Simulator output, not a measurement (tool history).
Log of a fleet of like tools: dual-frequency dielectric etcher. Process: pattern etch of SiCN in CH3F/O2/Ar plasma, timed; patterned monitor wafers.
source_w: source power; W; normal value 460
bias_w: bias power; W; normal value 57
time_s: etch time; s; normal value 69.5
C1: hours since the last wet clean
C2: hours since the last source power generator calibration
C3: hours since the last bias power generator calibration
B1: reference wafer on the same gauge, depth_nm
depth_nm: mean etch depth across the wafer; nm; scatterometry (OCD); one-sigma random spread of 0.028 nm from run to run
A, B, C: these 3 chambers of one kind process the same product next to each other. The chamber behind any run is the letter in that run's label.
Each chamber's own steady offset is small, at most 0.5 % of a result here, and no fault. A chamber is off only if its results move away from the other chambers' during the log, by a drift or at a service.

{"run": "1C", "hour": 11.4, "source_w": 460, "bias_w": 57, "time_s": 69.5, "C1": 360.2, "C2": 2029.8, "C3": 1201.8, "B1": 22.087, "depth_nm": 25.44}
{"run": "2A", "hour": 20.9, "source_w": 460, "bias_w": 57, "time_s": 69.5, "C1": 119.6, "C2": 1319.1, "C3": 1431.7, "B1": 22.091, "depth_nm": 25.372}
{"run": "3B", "hour": 28.6, "source_w": 460, "bias_w": 57, "time_s": 69.5, "C1": 235.6, "C2": 1582.9, "C3": 1913.4, "B1": 22.083, "depth_nm": 25.334}
{"run": "4B", "hour": 38.3, "source_w": 460, "bias_w": 57, "time_s": 69.5, "C1": 245.3, "C2": 1592.6, "C3": 1923.1, "B1": 22.077, "depth_nm": 25.322}
{"run": "5A", "hour": 49.5, "source_w": 530, "bias_w": 46, "time_s": 69.5, "C1": 148.2, "C2": 1347.7, "C3": 1460.3, "B1": 22.077, "depth_nm": 24.964}
{"run": "6C", "hour": 61.0, "source_w": 530, "bias_w": 46, "time_s": 69.5, "C1": 409.8, "C2": 2079.4, "C3": 1251.4, "B1": 22.065, "depth_nm": 25.051}
{"run": "7A", "hour": 73.8, "source_w": 530, "bias_w": 46, "time_s": 69.5, "C1": 172.5, "C2": 1372, "C3": 1484.6, "B1": 22.06, "depth_nm": 25.022}
{"run": "8C", "hour": 80.8, "source_w": 460, "bias_w": 57, "time_s": 69.5, "C1": 429.6, "C2": 2099.2, "C3": 1271.2, "B1": 22.059, "depth_nm": 25.396}
{"run": "9B", "hour": 93.1, "source_w": 460, "bias_w": 57, "time_s": 69.5, "C1": 300.1, "C2": 1647.4, "C3": 1977.9, "B1": 22.05, "depth_nm": 25.334}
{"run": "10A", "hour": 98.7, "source_w": 460, "bias_w": 57, "time_s": 69.5, "C1": 197.4, "C2": 1396.9, "C3": 1509.5, "B1": 22.045, "depth_nm": 25.284}
{"run": "11C", "hour": 104.4, "source_w": 460, "bias_w": 57, "time_s": 69.5, "C1": 453.2, "C2": 2122.8, "C3": 1294.8, "B1": 22.042, "depth_nm": 25.384}
{"run": "12B", "hour": 116.7, "source_w": 460, "bias_w": 57, "time_s": 69.5, "C1": 323.7, "C2": 1671, "C3": 2001.5, "B1": 22.03, "depth_nm": 25.318}
{"run": "13B", "hour": 122.4, "source_w": 460, "bias_w": 57, "time_s": 69.5, "C1": 329.4, "C2": 1676.7, "C3": 2007.2, "B1": 22.035, "depth_nm": 25.32}
{"run": "14A", "hour": 131.3, "source_w": 460, "bias_w": 57, "time_s": 69.5, "C1": 230, "C2": 1429.5, "C3": 1542.1, "B1": 22.026, "depth_nm": 25.33}
{"run": "15C", "hour": 139.5, "source_w": 460, "bias_w": 57, "time_s": 69.5, "C1": 488.3, "C2": 2157.9, "C3": 1329.9, "B1": 22.024, "depth_nm": 25.311}
{"run": "16B", "hour": 146.9, "source_w": 460, "bias_w": 57, "time_s": 69.5, "C1": 353.9, "C2": 1701.2, "C3": 2031.7, "B1": 22.021, "depth_nm": 25.29}
{"hour": 149.6, "done": "chamber B: bias power generator calibrated"}
{"run": "17C", "hour": 153.4, "source_w": 460, "bias_w": 57, "time_s": 69.5, "C1": 502.2, "C2": 2171.8, "C3": 1343.8, "B1": 22.013, "depth_nm": 25.334}
{"run": "18A", "hour": 162.2, "source_w": 460, "bias_w": 57, "time_s": 69.5, "C1": 260.9, "C2": 1460.4, "C3": 1573, "B1": 22.021, "depth_nm": 25.295}
{"run": "19A", "hour": 171.7, "source_w": 460, "bias_w": 57, "time_s": 69.5, "C1": 270.4, "C2": 1469.9, "C3": 1582.5, "B1": 22.005, "depth_nm": 25.206}
{"run": "20B", "hour": 183.3, "source_w": 460, "bias_w": 57, "time_s": 69.5, "C1": 390.3, "C2": 1737.6, "C3": 33.7, "B1": 22.005, "depth_nm": 25.244}

Which is it: a chamber that has drifted or been left off by a service, a gauge drift common to all chambers, or only each chamber's usual small offset? If a chamber is off, name it and its likeliest cause.

Every chamber seems to shift together because the gauge that measures them all drifts; the chambers themselves are fine.
Cause: gauge reads low (%) = 0.467.
